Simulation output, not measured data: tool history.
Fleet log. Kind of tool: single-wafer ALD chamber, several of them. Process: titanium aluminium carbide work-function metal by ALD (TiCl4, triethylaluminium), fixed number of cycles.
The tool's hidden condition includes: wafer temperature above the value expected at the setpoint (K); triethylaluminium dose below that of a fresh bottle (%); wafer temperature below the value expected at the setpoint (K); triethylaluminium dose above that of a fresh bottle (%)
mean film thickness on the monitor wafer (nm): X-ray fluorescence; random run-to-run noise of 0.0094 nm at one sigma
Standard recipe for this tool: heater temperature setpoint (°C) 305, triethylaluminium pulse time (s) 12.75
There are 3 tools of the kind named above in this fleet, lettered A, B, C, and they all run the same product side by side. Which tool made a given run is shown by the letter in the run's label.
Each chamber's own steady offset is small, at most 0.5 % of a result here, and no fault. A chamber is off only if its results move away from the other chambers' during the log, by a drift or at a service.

run,day,heater temperature setpoint (°C),triethylaluminium pulse time (s),hours since the last thermocouple change,hours since the last triethylaluminium bottle change,"read-back reference wafer on the same gauge, thickness_nm",mean film thickness on the monitor wafer (nm)
1B,0.45,305,12.75,677.2,385,1.9491,2.0871
2C,0.812,305,12.75,377,68.1,1.9496,2.0895
3A,1.358,305,12.75,1052.3,80.7,1.949,2.0839
4A,1.833,305,12.75,1063.7,92.1,1.9488,2.0949
5C,2.292,305,12.75,412.5,103.6,1.9492,2.0925
6B,2.708,305,12.75,731.4,439.2,1.9497,2.0912
7A,3.042,291,12.75,1092.7,121.1,1.9505,1.9636
8C,3.521,291,12.75,442,133.1,1.9523,1.97
9B,3.788,291,12.75,757.3,465.1,1.9482,1.9566
10A,4.188,305,12.75,1120.2,148.6,1.9488,2.071
11C,4.546,305,12.75,466.6,157.7,1.9489,2.0912
12B,5.117,305,12.75,789.2,497,1.9483,2.1039
13C,5.667,305,12.75,493.5,184.6,1.9501,2.0824
14A,6.029,305,12.75,1164.4,192.8,1.9481,2.0755
15B,6.646,305,12.75,825.9,533.7,1.9476,2.0923
16B,7.217,305,12.75,839.6,547.4,1.9511,2.1021
17C,7.783,305,12.75,544.3,235.4,1.9514,2.0832
18A,8.071,305,12.75,1213.4,241.8,1.9489,2.0711
19C,8.488,305,12.75,561.2,252.3,1.9502,2.0735
# day 8.721: chamber A: thermocouple changed; heater temperature recalibrated
20B,8.879,305,12.75,879.5,587.3,1.9491,2.0893
21A,9.342,305,12.75,14.9,272.3,1.9522,2.0827
22C,9.858,305,12.75,594.1,285.2,1.9516,2.0849
23A,10.471,305,12.75,42,299.4,1.9477,2.082
24B,10.95,305,12.75,929.2,637,1.9489,2.0917
25C,11.25,305,12.75,627.5,318.6,1.9496,2.0884
26A,11.804,305,12.75,74,331.4,1.9493,2.0722
27B,12.412,305,12.75,964.3,672.1,1.9484,2.1042
28A,12.771,305,12.75,97.2,354.6,1.9497,2.0697
29B,13.225,315,10.97,983.8,691.6,1.9507,2.1626
30C,13.588,315,10.97,683.6,374.7,1.9495,2.1703
31A,14.158,315,10.97,130.5,387.9,1.9511,2.1435
32C,14.617,305,12.75,708.3,399.4,1.9497,2.0875
33B,15.229,305,12.75,1031.9,739.7,1.9495,2.0893
34B,15.838,305,12.75,1046.5,754.3,1.9492,2.0892
35C,16.329,297,11,749.4,440.5,1.952,1.996
36A,16.633,297,11,189.9,447.3,1.9502,1.9827
37C,17.062,297,11,767,458.1,1.95,1.9914
38A,17.408,305,12.75,208.5,465.9,1.9512,2.0792
39B,17.721,305,12.75,1091.7,799.5,1.9506,2.1022
40C,18.004,317,15.07,789.6,480.7,1.9512,2.2098
41B,18.367,317,15.07,1107.2,815,1.9491,2.2246
42A,18.879,317,15.07,243.8,501.2,1.9486,2.1981

Is one chamber off against the others, does the gauge drift, or is nothing wrong? If a chamber is off, say which, and what the likeliest cause is.

Neither any chamber nor the gauge drifts; the chambers differ only by their own small, steady offsets.
